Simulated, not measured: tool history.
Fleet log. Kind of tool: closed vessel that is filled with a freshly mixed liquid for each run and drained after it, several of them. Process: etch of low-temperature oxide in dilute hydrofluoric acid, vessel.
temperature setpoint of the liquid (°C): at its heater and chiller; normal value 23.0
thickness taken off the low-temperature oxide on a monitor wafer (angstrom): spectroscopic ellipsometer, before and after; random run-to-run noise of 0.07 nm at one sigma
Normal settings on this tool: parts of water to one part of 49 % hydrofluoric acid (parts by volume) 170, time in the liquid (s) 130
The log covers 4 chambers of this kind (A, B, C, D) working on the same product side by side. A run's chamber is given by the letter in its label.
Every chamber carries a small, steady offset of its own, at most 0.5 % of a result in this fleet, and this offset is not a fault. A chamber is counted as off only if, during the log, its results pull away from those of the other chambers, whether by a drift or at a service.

run,hour,temperature setpoint of the liquid (°C),parts of water to one part of 49 % hydrofluoric acid (parts by volume),time in the liquid (s),"read-back film thickness of the low-temperature oxide reference wafer, read on the same gauge (nm)",thickness taken off the low-temperature oxide on a monitor wafer (angstrom)
1C,3.8,23.0,170,130,130.04,72.147
2A,7.2,23.0,170,130,129.98,71.684
3D,13.4,23.0,170,130,130.00,72.830
4B,20.7,23.0,170,130,130.01,72.934
5D,28.1,25.0,200,130,129.99,63.659
6B,33.0,25.0,200,130,129.99,64.325
7C,39.6,25.0,200,130,130.05,63.884
8A,44.4,25.0,200,130,130.04,63.847
9B,50.3,23.0,170,130,130.02,71.667
# hour 54.9: chamber B: thermometer replaced
10C,55.2,23.0,170,130,130.00,72.681
11D,59.0,23.0,170,130,130.02,72.223
12A,66.0,23.0,170,130,130.00,71.646
13D,71.0,23.0,210,100,130.00,43.570
14A,75.4,23.0,210,100,130.00,42.624
15C,80.4,23.0,210,100,129.98,42.818
16B,86.7,23.0,210,100,130.00,43.775
17B,90.1,23.0,170,130,130.01,72.232
18D,96.1,23.0,170,130,130.01,71.989
19A,102.1,23.0,170,130,130.02,72.556
20C,105.4,23.0,170,130,130.00,72.388
21A,109.9,23.0,170,100,130.01,55.257
22D,115.6,23.0,170,100,129.97,56.914
23C,119.7,23.0,170,100,130.02,56.821
24B,123.8,23.0,170,100,129.99,55.732
25A,128.6,23.0,170,130,130.00,71.984
26C,133.0,23.0,170,130,129.99,72.138
27B,140.0,23.0,170,130,130.03,72.313
28D,146.0,23.0,170,130,129.99,74.445
29D,149.5,23.0,170,130,130.01,74.404
30B,153.8,23.0,200,60,129.99,27.965
31A,157.9,23.0,200,60,130.00,27.177
32C,161.9,23.0,200,60,130.01,27.557
33B,166.5,23.0,200,60,129.99,27.159
34C,170.7,23.0,170,130,130.02,72.179
35A,175.3,23.0,170,130,129.99,71.518
36D,182.1,23.0,170,130,129.98,76.198
37A,187.7,18.5,120,130,129.98,90.791
38C,192.0,18.5,120,130,130.02,91.644
39B,197.7,18.5,120,130,130.04,90.322
40D,201.8,18.5,120,130,130.01,97.418
41D,207.6,23.0,170,130,130.01,78.516
42A,211.8,23.0,170,130,130.02,72.254
43B,215.2,23.0,170,130,129.99,72.186

Decide between three cases: one chamber stands off from its peers, the gauge reading all wafers drifts, or nothing is wrong past each chamber's small offset. Where a chamber is off, say which and what most likely put it there.

One chamber, D, drifts off from the rest bit by bit.
Likeliest cause: hydrofluoric acid flow above the setpoint (%) = 7.42.
It could be hard to tell apart here from: liquid hotter than its thermometer reads (K).

Which of the 4 candidates below, each the usual settings with something changed and its results left as question marks, puts chamber D back in line with what the other chambers give on the usual settings?
To be in line, a result may differ from the other chambers' mean on the usual settings by at most: thickness taken off the low-temperature oxide on a monitor wafer (angstrom) 2.500
44D-1,220.6,23.0,165,135,,?
44D-2,220.6,22.5,170,130,,?
44D-3,220.6,23.0,175,125,,?
44D-4,220.6,23.0,165,130,,?

Other chambers, usual settings, mean: thickness taken off the low-temperature oxide on a monitor wafer (angstrom) 72.400
run,thickness taken off the low-temperature oxide on a monitor wafer (angstrom)
44D-1,85.064
44D-2,77.626
44D-3,73.518
44D-4,81.913
44D-3 brings the chamber back in line.
